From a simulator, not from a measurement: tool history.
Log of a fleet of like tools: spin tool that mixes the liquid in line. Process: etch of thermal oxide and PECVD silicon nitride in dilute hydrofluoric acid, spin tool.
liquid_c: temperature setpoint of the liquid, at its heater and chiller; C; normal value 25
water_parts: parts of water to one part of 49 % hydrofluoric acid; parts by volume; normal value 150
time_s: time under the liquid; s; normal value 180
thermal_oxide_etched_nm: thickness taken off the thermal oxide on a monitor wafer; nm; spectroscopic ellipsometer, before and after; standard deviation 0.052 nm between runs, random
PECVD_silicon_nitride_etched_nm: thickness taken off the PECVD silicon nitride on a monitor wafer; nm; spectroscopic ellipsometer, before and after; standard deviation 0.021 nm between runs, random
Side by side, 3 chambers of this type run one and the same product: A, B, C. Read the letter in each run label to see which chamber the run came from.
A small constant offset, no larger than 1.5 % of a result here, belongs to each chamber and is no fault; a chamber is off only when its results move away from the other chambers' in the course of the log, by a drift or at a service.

| run | hour | liquid_c | water_parts | time_s | hours since the thermometer was replaced | hours since the hydrofluoric acid flow meter was replaced | read-back film thickness of the thermal oxide reference wafer, read on the same gauge (nm) | read-back film thickness of the PECVD silicon nitride reference wafer, read on the same gauge (nm) | thermal_oxide_etched_nm | PECVD_silicon_nitride_etched_nm |
|---|---|---|---|---|---|---|---|---|---|---|
| 1A | 11.9 | 25 | 150 | 180 | 686.6 | 540.4 | 90.017 | 90.017 | 5.8633 | 4.1705 |
| 2B | 26.4 | 25 | 150 | 180 | 176.0 | 105.3 | 89.994 | 90.002 | 5.7487 | 4.1321 |
| 3C | 33.8 | 25 | 150 | 180 | 271.3 | 662.6 | 89.981 | 89.982 | 5.7683 | 4.1441 |
|  | 40.3 | chamber A: hydrofluoric acid flow meter replaced |
| 4C | 49.9 | 25 | 150 | 180 | 287.4 | 678.7 | 90.009 | 90.003 | 5.8540 | 4.1294 |
| 5B | 57.0 | 25 | 200 | 180 | 206.6 | 135.9 | 90.008 | 89.984 | 4.0885 | 3.0923 |
| 6A | 72.9 | 25 | 200 | 180 | 747.6 | 32.7 | 89.993 | 90.009 | 4.1445 | 3.1186 |
| 7B | 86.8 | 25 | 200 | 180 | 236.4 | 165.7 | 89.992 | 89.998 | 4.1468 | 3.1091 |
| 8C | 101.4 | 25 | 150 | 180 | 338.9 | 730.2 | 89.984 | 90.012 | 5.7700 | 4.1294 |
| 9A | 113.1 | 25 | 150 | 180 | 787.8 | 72.9 | 90.006 | 89.988 | 5.8307 | 4.1613 |
| 10C | 124.3 | 25 | 150 | 180 | 361.8 | 753.1 | 90.009 | 89.973 | 5.7966 | 4.1447 |
| 11A | 131.9 | 25 | 150 | 180 | 806.6 | 91.7 | 90.007 | 89.996 | 5.8305 | 4.1409 |
| 12B | 138.9 | 25 | 210 | 180 | 288.5 | 217.8 | 90.007 | 89.980 | 3.8682 | 2.9611 |
| 13A | 153.5 | 25 | 210 | 180 | 828.2 | 113.3 | 89.983 | 90.002 | 3.9023 | 2.9454 |
| 14C | 161.6 | 25 | 210 | 180 | 399.1 | 790.4 | 89.998 | 89.977 | 3.8685 | 2.9630 |
| 15B | 175.1 | 25 | 150 | 180 | 324.7 | 254.0 | 89.993 | 90.009 | 5.7269 | 4.1500 |
| 16B | 189.8 | 25 | 150 | 180 | 339.4 | 268.7 | 90.008 | 89.974 | 5.7001 | 4.1724 |
| 17C | 199.7 | 25 | 150 | 180 | 437.2 | 828.5 | 89.979 | 89.987 | 5.7628 | 4.1315 |
| 18A | 210.3 | 25 | 190 | 180 | 885.0 | 170.1 | 89.994 | 90.018 | 4.4203 | 3.2613 |
| 19C | 225.6 | 25 | 190 | 180 | 463.1 | 854.4 | 89.989 | 89.994 | 4.3605 | 3.2828 |
| 20A | 239.7 | 25 | 190 | 180 | 914.4 | 199.5 | 90.009 | 89.991 | 4.4071 | 3.2813 |
| 21B | 249.2 | 25 | 150 | 180 | 398.8 | 328.1 | 89.967 | 90.014 | 5.6958 | 4.1202 |
| 22B | 260.3 | 25 | 150 | 180 | 409.9 | 339.2 | 89.990 | 90.036 | 5.8108 | 4.1575 |
| 23A | 270.9 | 25 | 150 | 180 | 945.6 | 230.7 | 89.982 | 90.003 | 5.9222 | 4.1704 |
| 24C | 279.0 | 25 | 150 | 180 | 516.5 | 907.8 | 90.003 | 89.989 | 5.7253 | 4.1321 |
| 25C | 294.2 | 25 | 150 | 180 | 531.7 | 923.0 | 90.002 | 90.003 | 5.7816 | 4.1241 |

Is one chamber off against the others, does the gauge drift, or is nothing wrong? If a chamber is off, say which, and what the likeliest cause is.

No chamber stands off beyond its own small offset, and the gauge holds steady.

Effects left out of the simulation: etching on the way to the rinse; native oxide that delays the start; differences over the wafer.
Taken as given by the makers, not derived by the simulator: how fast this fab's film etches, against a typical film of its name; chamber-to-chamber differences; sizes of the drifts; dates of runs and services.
